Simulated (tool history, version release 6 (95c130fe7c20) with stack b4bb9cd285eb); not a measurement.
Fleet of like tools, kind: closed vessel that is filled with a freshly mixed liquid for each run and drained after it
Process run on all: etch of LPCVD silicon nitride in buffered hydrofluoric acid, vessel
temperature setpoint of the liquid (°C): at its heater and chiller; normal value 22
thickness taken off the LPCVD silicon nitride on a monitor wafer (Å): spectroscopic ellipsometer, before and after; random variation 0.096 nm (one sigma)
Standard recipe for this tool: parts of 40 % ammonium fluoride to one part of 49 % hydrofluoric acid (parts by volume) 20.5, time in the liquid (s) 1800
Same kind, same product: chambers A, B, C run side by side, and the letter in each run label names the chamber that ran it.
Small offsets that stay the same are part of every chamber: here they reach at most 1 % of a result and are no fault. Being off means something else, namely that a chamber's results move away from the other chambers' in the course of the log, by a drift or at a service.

run    day  temperature setpoint of the liquid (°C)  parts of 40 % ammonium fluoride to one part of 49 % hydrofluoric acid (parts by volume)  time in the liquid (s)  hours since the thermometer was replaced  hours since the hydrofluoric acid flow meter was replaced  read-back film thickness of the LPCVD silicon nitride reference wafer, read on the same gauge (nm)  thickness taken off the LPCVD silicon nitride on a monitor wafer (Å)
 1C  0.146                                       22                                                                                     20.5                    1800                                    2445.4                                                     1410.7                                                                                              110.01                                                                116.79
 2A  0.354                                       22                                                                                     20.5                    1800                                     981.2                                                        758                                                                                              109.99                                                                118.08
 3B  0.588                                       22                                                                                     20.5                    1800                                     805.1                                                       1058                                                                                              110.01                                                                118.23
 4C  0.767                                       22                                                                                     20.5                    1800                                    2460.3                                                     1425.6                                                                                                 110                                                                117.48
 5A  0.946                                       22                                                                                     20.5                    1800                                     995.4                                                      772.2                                                                                              110.01                                                                116.39
 6B  1.071                                       22                                                                                     20.5                    1800                                     816.7                                                     1069.6                                                                                                 110                                                                117.95
 7C  1.279                                       22                                                                                     20.5                    1800                                    2472.6                                                     1437.9                                                                                                 110                                                                117.42
 8B  1.517                                     26.5                                                                                     20.5                    1200                                     827.4                                                     1080.3                                                                                                 110                                                                99.957
 9A  1.771                                     26.5                                                                                     20.5                    1200                                    1015.2                                                        792                                                                                                 110                                                                100.24
10A   1.95                                     26.5                                                                                     20.5                    1200                                    1019.5                                                      796.3                                                                                              109.97                                                                100.73
11B  2.196                                       22                                                                                     20.5                    1800                                     843.7                                                     1096.6                                                                                                 110                                                                115.67
12C  2.458                                       22                                                                                     20.5                    1800                                    2500.9                                                     1466.2                                                                                              109.98                                                                115.12
13B  2.604                                       22                                                                                     20.5                    1800                                     853.5                                                     1106.4                                                                                                 110                                                                115.94
14C  2.817                                       22                                                                                     20.5                    1800                                    2509.5                                                     1474.8                                                                                              110.02                                                                116.44
15A  3.092                                       22                                                                                     20.5                    1800                                    1046.9                                                      823.7                                                                                              110.01                                                                117.25
16C  3.262                                       22                                                                                     20.5                    1800                                    2520.2                                                     1485.5                                                                                              109.98                                                                116.01
17B  3.533                                       22                                                                                     20.5                    1800                                     875.8                                                     1128.7                                                                                              110.01                                                                114.45
18A  3.767                                       22                                                                                     20.5                    1800                                    1063.1                                                      839.9                                                                                              110.01                                                                 119.5
19B  4.017                                       22                                                                                     20.5                    1800                                     887.4                                                     1140.3                                                                                              110.01                                                                113.77
20A  4.246                                       22                                                                                     20.5                    1800                                    1074.6                                                      851.4                                                                                              110.02                                                                117.31
21C    4.4                                       22                                                                                     20.5                    1800                                    2547.5                                                     1512.8                                                                                              109.98                                                                117.48
22B  4.583                                       22                                                                                     20.5                    1800                                       901                                                     1153.9                                                                                              109.98                                                                111.93
23A  4.808                                       22                                                                                     20.5                    1800                                    1088.1                                                      864.9                                                                                              110.01                                                                116.54
24C  4.975                                       20                                                                                       28                    1800                                    2561.3                                                     1526.6                                                                                              109.99                                                                84.539
25B  5.142                                       20                                                                                       28                    1800                                     914.4                                                     1167.3                                                                                              110.01                                                                78.923
26A  5.346                                       20                                                                                       28                    1800                                      1101                                                      877.8                                                                                              109.99                                                                85.231
27C  5.608                                       22                                                                                     20.5                    1800                                    2576.5                                                     1541.8                                                                                              110.01                                                                115.91

Predict what each chamber gives when all 3 of them run the settings below next.
28A  5.804                                       22                                                                                       15                    1800                                                                                                                                                                                                                                                                              ?
28B  5.804                                       22                                                                                       15                    1800                                                                                                                                                                                                                                                                              ?
28C  5.804                                       22                                                                                       15                    1800                                                                                                                                                                                                                                                                              ?

run  thickness taken off the LPCVD silicon nitride on a monitor wafer (Å)
28A                                                                160.91
28B                                                                147.23
28C                                                                160.67
